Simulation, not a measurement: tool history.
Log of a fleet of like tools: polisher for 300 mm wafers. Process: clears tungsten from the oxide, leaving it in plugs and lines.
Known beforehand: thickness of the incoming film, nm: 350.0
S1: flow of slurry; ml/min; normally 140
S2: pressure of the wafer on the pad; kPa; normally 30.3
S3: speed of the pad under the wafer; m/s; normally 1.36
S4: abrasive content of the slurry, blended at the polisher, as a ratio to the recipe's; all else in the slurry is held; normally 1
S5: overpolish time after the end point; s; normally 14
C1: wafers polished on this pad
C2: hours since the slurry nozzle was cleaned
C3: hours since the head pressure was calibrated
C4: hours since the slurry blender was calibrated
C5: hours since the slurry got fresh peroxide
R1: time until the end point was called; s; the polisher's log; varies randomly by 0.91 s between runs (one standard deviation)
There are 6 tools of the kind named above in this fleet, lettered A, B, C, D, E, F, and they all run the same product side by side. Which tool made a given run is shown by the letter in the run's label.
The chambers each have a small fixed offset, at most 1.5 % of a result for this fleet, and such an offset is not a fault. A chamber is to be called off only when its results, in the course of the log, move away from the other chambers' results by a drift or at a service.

run   hour   S1    S2    S3   S4  S5   C1     C2      C3     C4     C5      R1
       0.6  -- chamber E: slurry tank refilled with fresh slurry and peroxide
         1  -- chamber D: worn pad replaced by a new one
 1C    8.4  140  30.3  1.36    1  14  577  562.6   896.3  199.9     41  47.753
      14.9  -- chamber C: worn pad replaced by a new one
 2D   14.9  140  30.3  1.36    1  14  103    296    17.1  268.5   49.7  47.492
      16.4  -- chamber A: slurry tank refilled with fresh slurry and peroxide
      18.5  -- chamber A: slurry blender recalibrated
      22.8  -- chamber F: slurry tank refilled with fresh slurry and peroxide
 3F   27.5  140  30.3  1.36    1  14  303   78.7    50.4   76.9    4.8  47.921
 4B   34.9  140  30.3  1.36    1  14  730  364.9   178.6  119.2   48.7    46.4
      37.9  -- chamber B: worn pad replaced by a new one
      40.3  -- chamber E: worn pad replaced by a new one
 5E   44.4  140  30.3  1.36    1  14   30  890.7   823.5  114.7   43.8  45.165
 6A   52.2  140  30.3  1.36    1  14  710  208.9   880.1   33.8   35.8  46.794
      57.9  -- chamber A: worn pad replaced by a new one
      62.9  -- chamber B: slurry tank refilled with fresh slurry and peroxide
 7A   63.6  140  30.3  1.36    1  14   42  220.3   891.5   45.2   47.2  46.117
 8B   72.4  140  30.3  1.36    1  14  255  402.4   216.1  156.7    9.5  47.147
        75  -- chamber E: slurry tank refilled with fresh slurry and peroxide
      76.6  -- chamber C: slurry nozzle cleaned
 9C   81.8  140  30.3  1.36    1  14  495    5.3   969.7  273.3  114.4   46.12
      82.5  -- chamber C: worn pad replaced by a new one
        84  -- chamber B: slurry blender recalibrated
      84.9  -- chamber B: slurry nozzle cleaned
      85.8  -- chamber F: slurry blender recalibrated
10D   90.6  140  30.3  1.36    1  14  663  371.7    92.8  344.2  125.4  48.463
11F  101.6  140  30.3  1.36    1  14  852  152.8   124.5   15.8   78.9  47.482
     102.3  -- chamber D: slurry blender recalibrated
       107  -- chamber F: slurry tank refilled with fresh slurry and peroxide
     107.1  -- chamber C: slurry tank refilled with fresh slurry and peroxide
     112.5  -- chamber E: slurry nozzle cleaned
12E  113.5  140  30.3   1.7    1  19  542    1.1   892.6  183.8   38.5  37.015
13D  120.6  140  30.3   1.7    1  19  885  401.7   122.8   18.4  155.4  38.442
     121.5  -- chamber A: slurry blender recalibrated
     124.2  -- chamber A: head pressure recalibrated
     129.4  -- chamber D: worn pad replaced by a new one
14A  129.9  140  30.3   1.7    1  19  533  286.6     5.8    8.4  113.5  38.013
     135.6  -- chamber B: slurry tank refilled with fresh slurry and peroxide
     136.8  -- chamber F: worn pad replaced by a new one
     139.3  -- chamber E: head pressure recalibrated
15B  143.9  140  30.3   1.7    1  19  784     59   287.6   59.9    8.4  37.795
     146.6  -- chamber C: worn pad replaced by a new one
     150.9  -- chamber E: slurry tank refilled with fresh slurry and peroxide
16E    154  140  30.3   1.7    1  19  842   41.6    14.8  224.3    3.1  37.787
     155.4  -- chamber A: worn pad replaced by a new one
     157.3  -- chamber B: worn pad replaced by a new one
17C  164.7  140  30.3   1.7    1  19  134   88.2  1052.6  356.2   57.6  36.229
     168.1  -- chamber A: slurry tank refilled with fresh slurry and peroxide
18F  176.2  140  30.3  1.36    1  14  292  227.4   199.1   90.4   69.3  47.415
     177.7  -- chamber F: slurry tank refilled with fresh slurry and peroxide
19F  186.5  140  30.3  1.36    1  14  368  237.7   209.4  100.7    8.8  46.696
     188.1  -- chamber F: slurry blender recalibrated
20B  199.8  140  30.3  1.36    1  14  315  114.9   343.5  115.8   64.3  47.264
21D  211.7  140  30.3  1.36    1  14  609  492.8   213.9  109.5  246.5  52.475
     215.3  -- chamber C: worn pad replaced by a new one
     217.1  -- chamber B: slurry tank refilled with fresh slurry and peroxide
     222.4  -- chamber B: slurry blender recalibrated
22C  222.4  140  30.3  1.36    1  14   53  145.9  1110.3  413.9  115.3  45.225
       225  -- chamber E: slurry tank refilled with fresh slurry and peroxide
     229.4  -- chamber E: worn pad replaced by a new one
23E    233  140  30.3  1.36    1  14   27  120.6    93.8  303.3    8.1  46.291
     236.9  -- chamber D: slurry nozzle cleaned
24A  241.6  140  30.3  1.36    1  14  638  398.3   117.5  120.1   73.5  47.613
     249.2  -- chamber F: slurry tank refilled with fresh slurry and peroxide
     249.6  -- chamber A: slurry blender recalibrated
     250.5  -- chamber A: worn pad replaced by a new one
     251.4  -- chamber C: slurry tank refilled with fresh slurry and peroxide
25C  253.2  140  30.3  1.36    1  14  281  176.7  1141.1  444.7    1.8  46.481
     263.5  -- chamber F: worn pad replaced by a new one
26A  264.5  140  30.3  1.36    1  14  103  421.2   140.4   14.9   96.4  47.363
27B  273.1  140  30.3  1.36    1  14  857  188.2   416.8   50.8     56  46.383
     275.2  -- chamber C: head pressure recalibrated
     279.3  -- chamber D: worn pad replaced by a new one
28D  279.5  120  30.3  1.36  1.3  14    1   42.6   281.7  177.3  314.3   50.35
     284.4  -- chamber B: worn pad replaced by a new one
     286.9  -- chamber C: worn pad replaced by a new one
     290.5  -- chamber B: slurry tank refilled with fresh slurry and peroxide
     291.4  -- chamber E: slurry tank refilled with fresh slurry and peroxide
29E  292.2  120  30.3  1.36  1.3  14  465  179.8     153  362.5    0.8  46.285
30F  302.1  120  30.3  1.36  1.3  14  285  353.3     325    114     53    45.4
     304.1  -- chamber A: slurry nozzle cleaned
     314.8  -- chamber F: slurry blender recalibrated
31E  315.6  120  30.3  1.36  1.3  14  638  203.2   176.4  385.9   24.2  44.738
     321.6  -- chamber F: slurry tank refilled with fresh slurry and peroxide
32B  324.7  120  30.3  1.36  1.3  14  299  239.8   468.4  102.4   34.3  46.309
33C  333.1  120  30.3  1.36  1.3  14  342  256.6    57.9  524.6   81.7  44.704
34F  339.5  140  30.3  1.36    1  14  562  390.7   362.4   24.8   17.9  46.367
     346.3  -- chamber A: slurry tank refilled with fresh slurry and peroxide
35A  351.3  140  30.3  1.36    1  14  746   47.2   227.2  101.7      5  46.926
36D  364.1  140  30.3  1.36    1  14  628  127.2   366.3  261.9  398.9  57.284

Which is it: a chamber that has drifted or been left off by a service, a gauge drift common to all chambers, or only each chamber's usual small offset? If a chamber is off, name it and its likeliest cause.

Chamber D drifts away from the others.
What lies behind it: peroxide lost from the slurry, % = 36.3.

Below are 4 candidate recipes for chamber D's next run, each the usual settings with a change, their results shown as question marks. Which of them brings D's results back in line with what the other chambers give on the usual settings?
In line here means within this much of the mean the other chambers give on the usual settings: R1 3.2 s
37D-1  374.2  140  25.5  1.36  0.95  14                       ?
37D-2  374.2  140  33.1  1.48     1  14                       ?
37D-3  374.2  140  30.3  1.84  1.05  14                       ?
37D-4  374.2  135  30.3  0.98     1  14                       ?

Other chambers, usual settings, mean: R1 47.144 s
  run      R1
37D-1  68.702
37D-2  47.865
37D-3  41.538
37D-4  79.646
It is 37D-2 that realigns the chamber with its peers.

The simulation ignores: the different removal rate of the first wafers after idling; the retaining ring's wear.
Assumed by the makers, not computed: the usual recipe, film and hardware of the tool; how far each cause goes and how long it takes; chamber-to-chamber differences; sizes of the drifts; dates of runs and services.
